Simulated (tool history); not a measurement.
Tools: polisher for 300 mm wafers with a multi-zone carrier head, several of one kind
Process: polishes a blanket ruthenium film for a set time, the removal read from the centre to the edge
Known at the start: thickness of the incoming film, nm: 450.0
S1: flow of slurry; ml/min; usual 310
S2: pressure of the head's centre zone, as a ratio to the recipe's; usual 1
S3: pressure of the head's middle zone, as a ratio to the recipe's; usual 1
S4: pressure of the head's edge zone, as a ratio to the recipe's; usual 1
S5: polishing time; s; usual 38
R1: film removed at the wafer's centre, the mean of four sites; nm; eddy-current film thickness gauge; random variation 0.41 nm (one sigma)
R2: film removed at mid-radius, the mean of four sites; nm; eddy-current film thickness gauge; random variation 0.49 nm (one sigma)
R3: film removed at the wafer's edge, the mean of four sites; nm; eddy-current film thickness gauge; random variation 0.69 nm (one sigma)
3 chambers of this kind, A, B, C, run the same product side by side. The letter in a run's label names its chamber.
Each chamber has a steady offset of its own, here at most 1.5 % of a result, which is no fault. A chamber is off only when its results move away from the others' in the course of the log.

run	hour	S1	S2	S3	S4	S5	R1	R2	R3
# hour 0.8: chamber B: worn pad replaced by a new one
1A	4.3	310	1	1	1	38	46.573	47.452	48.141
# hour 8.4: chamber C: worn pad replaced by a new one
2B	10	310	1	1	1	38	47.458	46.785	47.926
3C	13.9	310	1	1	1	38	47.376	47.853	48.848
4C	17.8	310	1	1	1	38	47.053	46.913	49.249
# hour 22.6: chamber A: worn pad replaced by a new one
5A	23.5	360	1	1	1	30	38.296	38.082	38.281
6B	27.6	360	1	1	1	30	38.134	37.628	37.563
7C	31.1	360	1	1	1	30	38.02	37.533	38.774
8B	34.3	310	1	1	0.93	46	57.055	56.088	55.553
9A	39.8	310	1	1	0.93	46	58.18	58.147	54.77
10B	44.9	310	1	1	0.93	46	57.05	57.341	54.69
11C	50.2	310	1	1	1	38	47.233	47.028	47.461
12A	53.2	215	1	1	1.07	38	45.45	45.834	46.681
# hour 56.1: chamber B: slurry nozzle cleaned
13B	57.6	215	1	1	1.07	38	45.293	44.708	47.525
14A	62.1	215	1	1	1.07	38	45.465	45.714	47.416
15C	66.5	310	1	0.94	1	38	47.343	45.768	47.169
16B	69.3	310	1	0.94	1	38	46.758	43.935	47.068
# hour 71: chamber B: worn pad replaced by a new one
17A	73.9	310	1	0.94	1	38	47.6	44.367	46.345
18C	78.3	310	1	1	1	47	58.335	58.246	60.282
19A	82.6	310	1	1	1	47	57.584	58.199	59.521
# hour 83.6: chamber A: worn pad replaced by a new one
20C	87.9	310	1	1	1	47	58.296	59.931	59.806
21B	90.8	310	1	1	1	38	46.344	47.42	47.249
# hour 91.1: chamber C: edge zone pressure recalibrated
22B	94	310	1	1	1	38	46.315	46.706	46.101
23C	97	310	1	1	1	38	47.49	46.538	47.343
24A	101.6	310	0.93	1	1	38	43.503	47.628	46.931
25C	105.6	310	0.93	1	1	38	44.019	47.669	47.591
26A	110	310	0.93	1	1	38	44.255	47.6	47.316
27B	113.6	310	1	1	1	38	45.528	47.656	47.677
# hour 117.3: chamber C: worn pad replaced by a new one
28C	118.5	310	1	1	1	38	46.988	48.482	48.064
29B	123.6	310	0.91	1	1	38	41.137	48.121	47.252
30A	128.7	310	0.91	1	1	38	42.149	47.102	47.006
31B	134	310	0.91	1	1	38	41.637	46.491	47.638
# hour 135.4: chamber A: worn pad replaced by a new one
32C	138.4	310	1	1	1	38	46.736	47.977	49
# hour 138.6: chamber B: worn pad replaced by a new one
33A	144	310	1	1	1	38	47.996	46.785	47.663
34C	148.9	310	1	1	1	38	48.093	46.885	47.869
35A	154.3	310	1	1	1	38	46.865	47.613	46.875
36B	157.7	310	1	1	1	38	45.011	46.833	47.215
# hour 157.8: chamber A: edge zone pressure recalibrated
37B	161.6	310	1	1	1	38	44.487	46.911	46.528
38A	165.9	310	1	1	1	38	47.304	46.934	47.557
39C	171.6	310	1	1	1	38	47.226	47.595	47.771
40A	174.4	310	1	1	1	38	47.347	46.639	46.933
41C	179.5	310	1	1	1	38	46.708	47.42	46.483
42B	183.1	310	1	1	1	38	44.147	47.43	47.615
43C	186	310	1	1	1	38	47.026	47.484	49.08
44B	191	310	1	1	1	38	44.345	46.416	46.465

What goes on in this fleet: one chamber off, a drifting gauge, or nothing beyond the chambers' own small offsets? Name the chamber and the cause, if any.

Chamber B drifts away from the others.
Cause: centre zone's pressure below its setpoint, % = 6.35.

Here are 4 candidates for chamber B's next run, each the usual settings with a change, their results left as question marks. Which one brings its results back in line with what the others give on the usual settings?
In line means no further than this from the other chambers' mean on the usual settings: R1 1.4 nm; R2 1.7 nm; R3 2.4 nm
45B-1	195.4	305	0.95	1	1.02	38	?	?	?
45B-2	195.4	315	1.08	1	0.96	39	?	?	?
45B-3	195.4	305	0.92	1	1.04	37	?	?	?
45B-4	195.4	315	1.05	1	0.98	38	?	?	?

The other chambers' mean on the usual settings: R1 47.269 nm; R2 47.493 nm; R3 47.398 nm
run	R1	R2	R3
45B-1	41.847	46.813	48.158
45B-2	49.682	48.163	47.974
45B-3	39.308	45.587	47.384
45B-4	46.927	46.934	47.254
45B-4 brings the chamber back in line.
